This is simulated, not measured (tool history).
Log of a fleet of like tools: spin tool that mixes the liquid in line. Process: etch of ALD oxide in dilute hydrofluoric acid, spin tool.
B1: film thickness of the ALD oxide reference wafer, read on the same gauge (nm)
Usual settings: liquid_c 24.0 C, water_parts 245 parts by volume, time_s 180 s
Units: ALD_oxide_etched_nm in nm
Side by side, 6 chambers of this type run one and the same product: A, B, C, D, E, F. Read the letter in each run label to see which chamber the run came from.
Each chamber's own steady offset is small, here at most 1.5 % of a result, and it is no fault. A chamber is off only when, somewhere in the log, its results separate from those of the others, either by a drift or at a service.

{"run": "1B", "hour": 6.0, "liquid_c": 24.0, "water_parts": 245, "time_s": 180, "B1": 120.01, "ALD_oxide_etched_nm": 13.812}
{"run": "2E", "hour": 11.3, "liquid_c": 24.0, "water_parts": 245, "time_s": 180, "B1": 120.03, "ALD_oxide_etched_nm": 13.997}
{"hour": 12.8, "done": "chamber A: thermometer replaced"}
{"run": "3A", "hour": 15.2, "liquid_c": 24.0, "water_parts": 245, "time_s": 180, "B1": 120.03, "ALD_oxide_etched_nm": 14.109}
{"run": "4C", "hour": 19.0, "liquid_c": 24.0, "water_parts": 245, "time_s": 180, "B1": 119.96, "ALD_oxide_etched_nm": 14.028}
{"run": "5F", "hour": 22.0, "liquid_c": 24.0, "water_parts": 245, "time_s": 180, "B1": 120.01, "ALD_oxide_etched_nm": 13.962}
{"run": "6D", "hour": 27.1, "liquid_c": 24.0, "water_parts": 245, "time_s": 180, "B1": 120.01, "ALD_oxide_etched_nm": 13.699}
{"run": "7A", "hour": 32.4, "liquid_c": 24.0, "water_parts": 245, "time_s": 180, "B1": 119.99, "ALD_oxide_etched_nm": 13.818}
{"run": "8D", "hour": 38.0, "liquid_c": 24.0, "water_parts": 245, "time_s": 180, "B1": 120.01, "ALD_oxide_etched_nm": 13.833}
{"run": "9E", "hour": 43.5, "liquid_c": 24.0, "water_parts": 245, "time_s": 180, "B1": 119.99, "ALD_oxide_etched_nm": 13.979}
{"run": "10C", "hour": 48.2, "liquid_c": 24.0, "water_parts": 245, "time_s": 180, "B1": 120.02, "ALD_oxide_etched_nm": 14.057}
{"run": "11B", "hour": 54.2, "liquid_c": 24.0, "water_parts": 245, "time_s": 180, "B1": 120.0, "ALD_oxide_etched_nm": 13.896}
{"run": "12F", "hour": 57.6, "liquid_c": 24.0, "water_parts": 190, "time_s": 180, "B1": 120.01, "ALD_oxide_etched_nm": 18.859}
{"run": "13C", "hour": 62.8, "liquid_c": 24.0, "water_parts": 190, "time_s": 180, "B1": 119.98, "ALD_oxide_etched_nm": 19.481}
{"run": "14A", "hour": 66.2, "liquid_c": 24.0, "water_parts": 190, "time_s": 180, "B1": 120.03, "ALD_oxide_etched_nm": 19.084}
{"run": "15D", "hour": 69.7, "liquid_c": 24.0, "water_parts": 190, "time_s": 180, "B1": 120.01, "ALD_oxide_etched_nm": 18.728}
{"run": "16B", "hour": 74.3, "liquid_c": 24.0, "water_parts": 190, "time_s": 180, "B1": 120.0, "ALD_oxide_etched_nm": 19.124}
{"run": "17F", "hour": 78.7, "liquid_c": 24.0, "water_parts": 190, "time_s": 180, "B1": 119.97, "ALD_oxide_etched_nm": 18.854}
{"run": "18E", "hour": 84.9, "liquid_c": 22.0, "water_parts": 245, "time_s": 130, "B1": 120.01, "ALD_oxide_etched_nm": 9.3446}
{"run": "19F", "hour": 90.0, "liquid_c": 22.0, "water_parts": 245, "time_s": 130, "B1": 120.04, "ALD_oxide_etched_nm": 9.4417}
{"run": "20C", "hour": 94.7, "liquid_c": 22.0, "water_parts": 245, "time_s": 130, "B1": 120.0, "ALD_oxide_etched_nm": 9.3112}
{"run": "21D", "hour": 97.7, "liquid_c": 22.0, "water_parts": 245, "time_s": 130, "B1": 120.02, "ALD_oxide_etched_nm": 9.3275}
{"run": "22B", "hour": 103.4, "liquid_c": 22.0, "water_parts": 245, "time_s": 130, "B1": 119.99, "ALD_oxide_etched_nm": 9.2649}
{"run": "23E", "hour": 109.0, "liquid_c": 22.0, "water_parts": 245, "time_s": 130, "B1": 119.97, "ALD_oxide_etched_nm": 9.3548}
{"run": "24A", "hour": 115.4, "liquid_c": 24.0, "water_parts": 245, "time_s": 180, "B1": 120.0, "ALD_oxide_etched_nm": 13.882}
{"run": "25F", "hour": 120.9, "liquid_c": 24.0, "water_parts": 245, "time_s": 180, "B1": 120.04, "ALD_oxide_etched_nm": 14.444}
{"run": "26B", "hour": 126.8, "liquid_c": 24.0, "water_parts": 245, "time_s": 180, "B1": 120.0, "ALD_oxide_etched_nm": 13.927}
{"hour": 129.3, "done": "chamber D: hydrofluoric acid flow meter replaced"}
{"run": "27C", "hour": 132.5, "liquid_c": 24.0, "water_parts": 245, "time_s": 180, "B1": 119.99, "ALD_oxide_etched_nm": 14.011}
{"run": "28E", "hour": 138.4, "liquid_c": 24.0, "water_parts": 245, "time_s": 180, "B1": 120.02, "ALD_oxide_etched_nm": 13.879}
{"run": "29A", "hour": 142.5, "liquid_c": 24.0, "water_parts": 245, "time_s": 180, "B1": 119.99, "ALD_oxide_etched_nm": 13.877}
{"run": "30D", "hour": 146.1, "liquid_c": 24.0, "water_parts": 245, "time_s": 180, "B1": 119.99, "ALD_oxide_etched_nm": 13.727}
{"run": "31D", "hour": 152.2, "liquid_c": 21.0, "water_parts": 245, "time_s": 270, "B1": 120.04, "ALD_oxide_etched_nm": 18.494}
{"run": "32A", "hour": 155.1, "liquid_c": 21.0, "water_parts": 245, "time_s": 270, "B1": 120.01, "ALD_oxide_etched_nm": 18.587}
{"run": "33F", "hour": 159.4, "liquid_c": 21.0, "water_parts": 245, "time_s": 270, "B1": 119.94, "ALD_oxide_etched_nm": 19.798}
{"run": "34B", "hour": 165.4, "liquid_c": 21.0, "water_parts": 245, "time_s": 270, "B1": 119.99, "ALD_oxide_etched_nm": 18.571}
{"run": "35C", "hour": 168.5, "liquid_c": 21.0, "water_parts": 245, "time_s": 270, "B1": 119.98, "ALD_oxide_etched_nm": 19.247}
{"run": "36E", "hour": 172.2, "liquid_c": 21.0, "water_parts": 245, "time_s": 270, "B1": 120.0, "ALD_oxide_etched_nm": 18.615}
{"run": "37F", "hour": 176.3, "liquid_c": 24.0, "water_parts": 245, "time_s": 180, "B1": 119.96, "ALD_oxide_etched_nm": 14.896}
{"run": "38D", "hour": 182.3, "liquid_c": 29.0, "water_parts": 320, "time_s": 180, "B1": 120.0, "ALD_oxide_etched_nm": 11.609}
{"run": "39A", "hour": 186.2, "liquid_c": 29.0, "water_parts": 320, "time_s": 180, "B1": 120.01, "ALD_oxide_etched_nm": 11.608}
{"run": "40C", "hour": 190.5, "liquid_c": 29.0, "water_parts": 320, "time_s": 180, "B1": 120.01, "ALD_oxide_etched_nm": 11.733}
{"run": "41E", "hour": 196.7, "liquid_c": 29.0, "water_parts": 320, "time_s": 180, "B1": 119.98, "ALD_oxide_etched_nm": 11.63}
{"run": "42B", "hour": 200.6, "liquid_c": 29.0, "water_parts": 320, "time_s": 180, "B1": 120.03, "ALD_oxide_etched_nm": 11.522}
{"run": "43F", "hour": 205.5, "liquid_c": 29.0, "water_parts": 320, "time_s": 180, "B1": 120.06, "ALD_oxide_etched_nm": 12.802}
{"run": "44E", "hour": 209.6, "liquid_c": 19.5, "water_parts": 135, "time_s": 180, "B1": 119.96, "ALD_oxide_etched_nm": 24.175}

Next, all 6 chambers run the settings below, one line each with question marks for the results. What does each chamber give?
{"run": "45A", "hour": 214.3, "liquid_c": 24.0, "water_parts": 245, "time_s": 100, "ALD_oxide_etched_nm": "?"}
{"run": "45B", "hour": 214.3, "liquid_c": 24.0, "water_parts": 245, "time_s": 100, "ALD_oxide_etched_nm": "?"}
{"run": "45C", "hour": 214.3, "liquid_c": 24.0, "water_parts": 245, "time_s": 100, "ALD_oxide_etched_nm": "?"}
{"run": "45D", "hour": 214.3, "liquid_c": 24.0, "water_parts": 245, "time_s": 100, "ALD_oxide_etched_nm": "?"}
{"run": "45E", "hour": 214.3, "liquid_c": 24.0, "water_parts": 245, "time_s": 100, "ALD_oxide_etched_nm": "?"}
{"run": "45F", "hour": 214.3, "liquid_c": 24.0, "water_parts": 245, "time_s": 100, "ALD_oxide_etched_nm": "?"}

run=45A ALD_oxide_etched_nm=7.8268
run=45B ALD_oxide_etched_nm=7.8230
run=45C ALD_oxide_etched_nm=7.8101
run=45D ALD_oxide_etched_nm=7.6745
run=45E ALD_oxide_etched_nm=7.7974
run=45F ALD_oxide_etched_nm=8.3166
